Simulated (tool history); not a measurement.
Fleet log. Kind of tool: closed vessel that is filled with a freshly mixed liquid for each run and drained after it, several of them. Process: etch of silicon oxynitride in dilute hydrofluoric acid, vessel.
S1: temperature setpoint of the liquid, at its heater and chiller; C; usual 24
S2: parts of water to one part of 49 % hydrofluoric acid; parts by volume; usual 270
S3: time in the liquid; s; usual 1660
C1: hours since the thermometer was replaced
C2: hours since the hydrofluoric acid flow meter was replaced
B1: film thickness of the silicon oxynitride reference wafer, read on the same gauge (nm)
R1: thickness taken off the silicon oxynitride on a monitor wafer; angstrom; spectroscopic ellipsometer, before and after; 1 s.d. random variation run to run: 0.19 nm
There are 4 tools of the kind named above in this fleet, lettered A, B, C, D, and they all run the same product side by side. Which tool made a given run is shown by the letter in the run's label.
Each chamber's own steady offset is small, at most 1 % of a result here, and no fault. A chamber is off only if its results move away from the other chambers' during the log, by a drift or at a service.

{"run": "1B", "hour": 10.5, "S1": 24, "S2": 270, "S3": 1660, "C1": 614.3, "C2": 306.2, "B1": 89.974, "R1": 259.31}
{"hour": 11.8, "done": "chamber B: thermometer replaced"}
{"run": "2A", "hour": 16.9, "S1": 24, "S2": 270, "S3": 1660, "C1": 781.7, "C2": 824.2, "B1": 90.007, "R1": 253.64}
{"run": "3D", "hour": 25.7, "S1": 24, "S2": 270, "S3": 1660, "C1": 388.9, "C2": 754.4, "B1": 90.031, "R1": 257.52}
{"run": "4C", "hour": 36.8, "S1": 24, "S2": 270, "S3": 1660, "C1": 72.4, "C2": 68.5, "B1": 90.009, "R1": 261.07}
{"run": "5B", "hour": 43.7, "S1": 24, "S2": 270, "S3": 1660, "C1": 31.9, "C2": 339.4, "B1": 90.032, "R1": 259.25}
{"run": "6A", "hour": 55.2, "S1": 24, "S2": 270, "S3": 1660, "C1": 820, "C2": 862.5, "B1": 89.977, "R1": 259.56}
{"run": "7C", "hour": 64.5, "S1": 24, "S2": 270, "S3": 1660, "C1": 100.1, "C2": 96.2, "B1": 90.016, "R1": 259.78}
{"run": "8D", "hour": 72.2, "S1": 24, "S2": 270, "S3": 1660, "C1": 435.4, "C2": 800.9, "B1": 89.984, "R1": 258.27}
{"run": "9C", "hour": 85.0, "S1": 24, "S2": 270, "S3": 1660, "C1": 120.6, "C2": 116.7, "B1": 89.993, "R1": 257.32}
{"run": "10D", "hour": 95.9, "S1": 24, "S2": 270, "S3": 1660, "C1": 459.1, "C2": 824.6, "B1": 89.987, "R1": 262.57}
{"run": "11B", "hour": 105.0, "S1": 24, "S2": 270, "S3": 1660, "C1": 93.2, "C2": 400.7, "B1": 89.991, "R1": 261.29}
{"run": "12A", "hour": 112.2, "S1": 24, "S2": 270, "S3": 1660, "C1": 877, "C2": 919.5, "B1": 90.005, "R1": 257.28}
{"run": "13B", "hour": 119.5, "S1": 24, "S2": 270, "S3": 1660, "C1": 107.7, "C2": 415.2, "B1": 89.987, "R1": 252.98}
{"run": "14D", "hour": 126.6, "S1": 24, "S2": 270, "S3": 1660, "C1": 489.8, "C2": 855.3, "B1": 89.992, "R1": 259.88}
{"run": "15C", "hour": 137.3, "S1": 24, "S2": 270, "S3": 1660, "C1": 172.9, "C2": 169, "B1": 90.036, "R1": 257.36}
{"run": "16A", "hour": 147.6, "S1": 24, "S2": 270, "S3": 1660, "C1": 912.4, "C2": 954.9, "B1": 90.008, "R1": 259.9}
{"run": "17D", "hour": 160.5, "S1": 24, "S2": 270, "S3": 1660, "C1": 523.7, "C2": 889.2, "B1": 90.046, "R1": 261.45}
{"run": "18C", "hour": 166.6, "S1": 24, "S2": 270, "S3": 1660, "C1": 202.2, "C2": 198.3, "B1": 89.983, "R1": 258.23}
{"run": "19B", "hour": 176.8, "S1": 19, "S2": 270, "S3": 1660, "C1": 165, "C2": 472.5, "B1": 90.013, "R1": 207}
{"run": "20A", "hour": 187.0, "S1": 19, "S2": 270, "S3": 1660, "C1": 951.8, "C2": 994.3, "B1": 89.971, "R1": 204.46}
{"run": "21D", "hour": 197.6, "S1": 19, "S2": 270, "S3": 1660, "C1": 560.8, "C2": 926.3, "B1": 90.02, "R1": 206}
{"run": "22C", "hour": 206.9, "S1": 19, "S2": 270, "S3": 1660, "C1": 242.5, "C2": 238.6, "B1": 90.021, "R1": 207.96}
{"run": "23A", "hour": 220.1, "S1": 24, "S2": 270, "S3": 1660, "C1": 984.9, "C2": 1027.4, "B1": 90.023, "R1": 257.45}
{"run": "24B", "hour": 230.6, "S1": 24, "S2": 365, "S3": 1660, "C1": 218.8, "C2": 526.3, "B1": 90.027, "R1": 181.06}
{"run": "25D", "hour": 243.3, "S1": 24, "S2": 365, "S3": 1660, "C1": 606.5, "C2": 972, "B1": 89.994, "R1": 177.36}
{"run": "26C", "hour": 251.8, "S1": 24, "S2": 365, "S3": 1660, "C1": 287.4, "C2": 283.5, "B1": 89.963, "R1": 177.14}
{"run": "27B", "hour": 258.1, "S1": 24, "S2": 365, "S3": 1660, "C1": 246.3, "C2": 553.8, "B1": 89.973, "R1": 179.46}
{"run": "28A", "hour": 270.3, "S1": 24, "S2": 185, "S3": 1050, "C1": 1035.1, "C2": 1077.6, "B1": 89.976, "R1": 247.67}
{"run": "29A", "hour": 277.4, "S1": 24, "S2": 185, "S3": 1050, "C1": 1042.2, "C2": 1084.7, "B1": 90.006, "R1": 243.46}
{"run": "30C", "hour": 287.5, "S1": 24, "S2": 185, "S3": 1050, "C1": 323.1, "C2": 319.2, "B1": 89.989, "R1": 254.84}
{"run": "31D", "hour": 300.9, "S1": 24, "S2": 185, "S3": 1050, "C1": 664.1, "C2": 1029.6, "B1": 90.004, "R1": 253.49}
{"run": "32B", "hour": 308.1, "S1": 24, "S2": 270, "S3": 1660, "C1": 296.3, "C2": 603.8, "B1": 89.962, "R1": 254.92}
{"run": "33C", "hour": 314.6, "S1": 22, "S2": 270, "S3": 870, "C1": 350.2, "C2": 346.3, "B1": 89.993, "R1": 124.54}
{"run": "34B", "hour": 323.9, "S1": 22, "S2": 270, "S3": 870, "C1": 312.1, "C2": 619.6, "B1": 89.983, "R1": 124.31}
{"run": "35A", "hour": 330.4, "S1": 22, "S2": 270, "S3": 870, "C1": 1095.2, "C2": 1137.7, "B1": 90.029, "R1": 118.49}
{"run": "36D", "hour": 340.6, "S1": 22, "S2": 270, "S3": 870, "C1": 703.8, "C2": 1069.3, "B1": 89.979, "R1": 125.38}
{"run": "37B", "hour": 352.6, "S1": 24, "S2": 270, "S3": 1660, "C1": 340.8, "C2": 648.3, "B1": 90.024, "R1": 254.11}
{"run": "38A", "hour": 363.7, "S1": 26.5, "S2": 270, "S3": 2515, "C1": 1128.5, "C2": 1171, "B1": 89.997, "R1": 408.77}
{"run": "39C", "hour": 372.7, "S1": 26.5, "S2": 270, "S3": 2515, "C1": 408.3, "C2": 404.4, "B1": 89.98, "R1": 432.49}
{"run": "40D", "hour": 384.9, "S1": 26.5, "S2": 270, "S3": 2515, "C1": 748.1, "C2": 1113.6, "B1": 89.98, "R1": 444.77}
{"run": "41B", "hour": 393.1, "S1": 26.5, "S2": 270, "S3": 2515, "C1": 381.3, "C2": 688.8, "B1": 89.986, "R1": 435.61}

For the next run the whole fleet of 4 chambers uses the same settings. Give each chamber's results:
{"run": "42A", "hour": 403.0, "S1": 24, "S2": 225, "S3": 1660, "R1": "?"}
{"run": "42B", "hour": 403.0, "S1": 24, "S2": 225, "S3": 1660, "R1": "?"}
{"run": "42C", "hour": 403.0, "S1": 24, "S2": 225, "S3": 1660, "R1": "?"}
{"run": "42D", "hour": 403.0, "S1": 24, "S2": 225, "S3": 1660, "R1": "?"}

run=42A R1=299.62
run=42B R1=317.54
run=42C R1=316.56
run=42D R1=326.81
